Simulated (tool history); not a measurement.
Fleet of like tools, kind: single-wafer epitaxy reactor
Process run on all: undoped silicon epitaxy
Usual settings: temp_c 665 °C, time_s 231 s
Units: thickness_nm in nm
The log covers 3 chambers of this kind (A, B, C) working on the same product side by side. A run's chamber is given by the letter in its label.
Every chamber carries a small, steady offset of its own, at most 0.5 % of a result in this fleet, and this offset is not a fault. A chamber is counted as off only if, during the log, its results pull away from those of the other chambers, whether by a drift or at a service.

run,hour,temp_c,time_s,"read-back reference wafer on the same gauge, thickness_nm",thickness_nm
1B,6,665,231,60.423,54.051
2A,16.5,665,231,60.368,53.419
3C,24.5,665,231,60.434,53.457
4B,30.3,665,231,60.411,53.515
5C,36.7,665,231,60.381,53.016
6A,45.4,665,231,60.413,53.243
7A,52.5,665,231,60.396,53.374
8B,63,665,231,60.37,53.581
9C,70.7,665,231,60.451,52.874
10B,78.5,665,231,60.398,53.448
11A,83.6,655,252,60.367,46.805
12C,94.7,655,252,60.43,46.705
13A,101.2,655,252,60.386,47.009
14C,108.5,665,231,60.401,52.814
15B,115.4,665,231,60.407,52.944
16A,125,665,231,60.385,53.176
17B,130,665,210,60.418,48.804
18C,136.6,665,210,60.376,47.943
19C,147.5,665,210,60.407,47.456
20B,155.4,665,262,60.401,60.584
21A,161.5,665,262,60.363,60.639
22C,170.9,665,262,60.447,59.235
23B,178.6,665,231,60.389,53.141
24A,184.1,665,231,60.419,53.265
25B,190.6,665,231,60.397,53.336
26A,200.4,665,231,60.414,53.404
27C,208.6,665,231,60.393,52.198
28A,215.3,665,214,60.363,49.347
29C,221.9,665,214,60.407,48.191
30B,232.4,665,214,60.389,49.517
31A,240.9,665,231,60.425,53.458
32C,247.8,665,254,60.392,56.807
33B,255.9,665,254,60.352,58.845

Is one chamber out of step, is the gauge drifting, or do the chambers differ by no more than their own small offsets? For an off chamber, give its letter and the likeliest cause.

Little by little, chamber C moves away from the other chambers.
Most likely cause: wafer temperature below the value expected at the setpoint (K) = 1.7.

Chamber C could run next with any of the 4 candidate recipes listed below; each alters the usual settings, and their results appear as question marks. Which one brings its results back in line with what the other chambers deliver on the usual settings?
In line here means within this much of the mean the other chambers give on the usual settings: thickness_nm 0.67 nm
34C-1,263.9,666,233,,?
34C-2,263.9,665,247,,?
34C-3,263.9,664,229,,?
34C-4,263.9,665,215,,?

Mean of the other chambers on the usual settings: thickness_nm 53.416 nm
run,thickness_nm
34C-1,53.01
34C-2,55.012
34C-3,49.927
34C-4,47.885
Change 34C-1 lands the chamber within the allowed miss of the other chambers.

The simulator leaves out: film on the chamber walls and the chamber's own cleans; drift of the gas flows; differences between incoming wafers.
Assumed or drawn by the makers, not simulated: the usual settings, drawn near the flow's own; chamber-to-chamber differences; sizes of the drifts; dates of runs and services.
